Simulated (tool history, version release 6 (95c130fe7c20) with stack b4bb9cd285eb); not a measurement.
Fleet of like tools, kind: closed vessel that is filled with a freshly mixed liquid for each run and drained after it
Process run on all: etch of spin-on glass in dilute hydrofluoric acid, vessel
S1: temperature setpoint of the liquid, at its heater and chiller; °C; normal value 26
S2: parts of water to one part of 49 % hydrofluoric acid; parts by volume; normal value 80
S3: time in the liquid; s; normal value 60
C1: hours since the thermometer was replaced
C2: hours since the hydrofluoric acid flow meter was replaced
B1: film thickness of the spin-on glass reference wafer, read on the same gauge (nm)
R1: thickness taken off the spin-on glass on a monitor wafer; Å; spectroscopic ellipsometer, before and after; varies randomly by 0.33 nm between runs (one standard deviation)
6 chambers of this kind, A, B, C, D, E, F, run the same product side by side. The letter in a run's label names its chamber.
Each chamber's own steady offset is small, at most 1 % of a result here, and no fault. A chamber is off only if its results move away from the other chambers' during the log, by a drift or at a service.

{"run": "1E", "hour": 10.4, "S1": 26, "S2": 80, "S3": 60, "C1": 882.4, "C2": 292.9, "B1": 130, "R1": 393.56}
{"run": "2D", "hour": 16.4, "S1": 26, "S2": 80, "S3": 60, "C1": 1823.6, "C2": 690.4, "B1": 129.98, "R1": 399}
{"run": "3F", "hour": 21.4, "S1": 26, "S2": 80, "S3": 60, "C1": 1351.9, "C2": 331.2, "B1": 129.99, "R1": 396.91}
{"run": "4C", "hour": 27.8, "S1": 26, "S2": 80, "S3": 60, "C1": 791.8, "C2": 88.9, "B1": 130, "R1": 396.63}
{"run": "5A", "hour": 35.0, "S1": 26, "S2": 80, "S3": 60, "C1": 1496, "C2": 339.7, "B1": 130.01, "R1": 400.25}
{"run": "6B", "hour": 40.9, "S1": 26, "S2": 80, "S3": 60, "C1": 609.3, "C2": 508.1, "B1": 129.99, "R1": 403.85}
{"run": "7E", "hour": 51.0, "S1": 26, "S2": 80, "S3": 60, "C1": 923, "C2": 333.5, "B1": 129.98, "R1": 396.61}
{"hour": 57.0, "done": "chamber D: thermometer replaced"}
{"run": "8F", "hour": 60.4, "S1": 26, "S2": 80, "S3": 60, "C1": 1390.9, "C2": 370.2, "B1": 130.01, "R1": 392.28}
{"run": "9D", "hour": 67.5, "S1": 26, "S2": 80, "S3": 60, "C1": 10.5, "C2": 741.5, "B1": 129.99, "R1": 399.04}
{"run": "10A", "hour": 77.2, "S1": 26, "S2": 80, "S3": 60, "C1": 1538.2, "C2": 381.9, "B1": 130.01, "R1": 399.3}
{"run": "11B", "hour": 87.6, "S1": 26, "S2": 80, "S3": 60, "C1": 656, "C2": 554.8, "B1": 130, "R1": 396.7}
{"run": "12C", "hour": 95.4, "S1": 26, "S2": 80, "S3": 60, "C1": 859.4, "C2": 156.5, "B1": 130.02, "R1": 398.39}
{"run": "13B", "hour": 104.2, "S1": 26, "S2": 80, "S3": 60, "C1": 672.6, "C2": 571.4, "B1": 129.98, "R1": 396.55}
{"run": "14A", "hour": 112.5, "S1": 26, "S2": 80, "S3": 60, "C1": 1573.5, "C2": 417.2, "B1": 129.98, "R1": 403.3}
{"run": "15F", "hour": 119.3, "S1": 26, "S2": 80, "S3": 60, "C1": 1449.8, "C2": 429.1, "B1": 129.99, "R1": 398.36}
{"run": "16D", "hour": 123.9, "S1": 26, "S2": 80, "S3": 60, "C1": 66.9, "C2": 797.9, "B1": 130.01, "R1": 399.69}
{"run": "17C", "hour": 130.8, "S1": 26, "S2": 80, "S3": 60, "C1": 894.8, "C2": 191.9, "B1": 129.99, "R1": 395.34}
{"run": "18E", "hour": 138.3, "S1": 26, "S2": 80, "S3": 30, "C1": 1010.3, "C2": 420.8, "B1": 129.98, "R1": 199.06}
{"run": "19E", "hour": 144.0, "S1": 26, "S2": 80, "S3": 30, "C1": 1016, "C2": 426.5, "B1": 129.97, "R1": 198.41}
{"run": "20B", "hour": 152.2, "S1": 26, "S2": 80, "S3": 30, "C1": 720.6, "C2": 619.4, "B1": 130.01, "R1": 192.69}
{"run": "21A", "hour": 161.0, "S1": 26, "S2": 80, "S3": 30, "C1": 1622, "C2": 465.7, "B1": 130, "R1": 200.19}
{"run": "22C", "hour": 171.8, "S1": 26, "S2": 80, "S3": 30, "C1": 935.8, "C2": 232.9, "B1": 130.02, "R1": 198.27}
{"run": "23F", "hour": 180.2, "S1": 26, "S2": 80, "S3": 30, "C1": 1510.7, "C2": 490, "B1": 130, "R1": 195.07}
{"run": "24D", "hour": 189.0, "S1": 26, "S2": 80, "S3": 60, "C1": 132, "C2": 863, "B1": 130.01, "R1": 403.82}
{"run": "25A", "hour": 196.8, "S1": 26, "S2": 80, "S3": 60, "C1": 1657.8, "C2": 501.5, "B1": 129.99, "R1": 400.5}
{"run": "26C", "hour": 203.1, "S1": 26, "S2": 80, "S3": 60, "C1": 967.1, "C2": 264.2, "B1": 129.99, "R1": 401.35}
{"run": "27E", "hour": 212.7, "S1": 26, "S2": 80, "S3": 60, "C1": 1084.7, "C2": 495.2, "B1": 130.01, "R1": 399.08}
{"hour": 219.1, "done": "chamber E: hydrofluoric acid flow meter replaced"}
{"run": "28B", "hour": 221.5, "S1": 26, "S2": 60, "S3": 35, "C1": 789.9, "C2": 688.7, "B1": 129.98, "R1": 299.77}
{"run": "29D", "hour": 232.0, "S1": 26, "S2": 60, "S3": 35, "C1": 175, "C2": 906, "B1": 130, "R1": 320.81}
{"run": "30F", "hour": 237.7, "S1": 26, "S2": 60, "S3": 35, "C1": 1568.2, "C2": 547.5, "B1": 130.02, "R1": 316.96}
{"run": "31D", "hour": 248.2, "S1": 26, "S2": 60, "S3": 35, "C1": 191.2, "C2": 922.2, "B1": 130.03, "R1": 323.18}
{"run": "32F", "hour": 253.9, "S1": 26, "S2": 60, "S3": 35, "C1": 1584.4, "C2": 563.7, "B1": 129.98, "R1": 314.91}
{"run": "33E", "hour": 262.9, "S1": 26, "S2": 60, "S3": 35, "C1": 1134.9, "C2": 43.8, "B1": 129.99, "R1": 316.81}
{"run": "34C", "hour": 271.2, "S1": 26, "S2": 80, "S3": 60, "C1": 1035.2, "C2": 332.3, "B1": 130.03, "R1": 396.11}
{"run": "35A", "hour": 278.7, "S1": 26, "S2": 80, "S3": 60, "C1": 1739.7, "C2": 583.4, "B1": 130, "R1": 400.15}
{"run": "36B", "hour": 285.6, "S1": 26, "S2": 80, "S3": 60, "C1": 854, "C2": 752.8, "B1": 129.99, "R1": 371.04}
{"run": "37A", "hour": 293.9, "S1": 26, "S2": 80, "S3": 60, "C1": 1754.9, "C2": 598.6, "B1": 130, "R1": 403.31}
{"run": "38B", "hour": 300.2, "S1": 26, "S2": 80, "S3": 60, "C1": 868.6, "C2": 767.4, "B1": 129.98, "R1": 369.81}
{"run": "39D", "hour": 309.3, "S1": 23.5, "S2": 80, "S3": 60, "C1": 252.3, "C2": 983.3, "B1": 129.99, "R1": 361.07}
{"run": "40C", "hour": 314.6, "S1": 23.5, "S2": 80, "S3": 60, "C1": 1078.6, "C2": 375.7, "B1": 130.03, "R1": 361.63}

One chamber off, gauge drift, or nothing amiss beyond the chambers' own small offsets? If it is a chamber, which one, and what is the likeliest cause?

Chamber B drifts away from the others.
What lies behind it: hydrofluoric acid flow below the setpoint (%) = 7.04.
The log might look much the same if the cause were instead: liquid colder than its thermometer reads (K).

Here are 4 candidates for chamber B's next run, each the usual settings with a change, their results left as question marks. Which one brings its results back in line with what the others give on the usual settings?
Counts as in line when no further than this from what the other chambers average on the usual settings: R1 11 Å
{"run": "41B-1", "hour": 322.3, "S1": 26.5, "S2": 80, "S3": 60, "R1": "?"}
{"run": "41B-2", "hour": 322.3, "S1": 26, "S2": 85, "S3": 60, "R1": "?"}
{"run": "41B-3", "hour": 322.3, "S1": 25.5, "S2": 80, "S3": 60, "R1": "?"}
{"run": "41B-4", "hour": 322.3, "S1": 26, "S2": 75, "S3": 60, "R1": "?"}

Mean of the other chambers on the usual settings: R1 398.65 Å
run=41B-1 R1=375.46
run=41B-2 R1=344.29
run=41B-3 R1=361.27
run=41B-4 R1=395.62
It is 41B-4 that realigns the chamber with its peers.

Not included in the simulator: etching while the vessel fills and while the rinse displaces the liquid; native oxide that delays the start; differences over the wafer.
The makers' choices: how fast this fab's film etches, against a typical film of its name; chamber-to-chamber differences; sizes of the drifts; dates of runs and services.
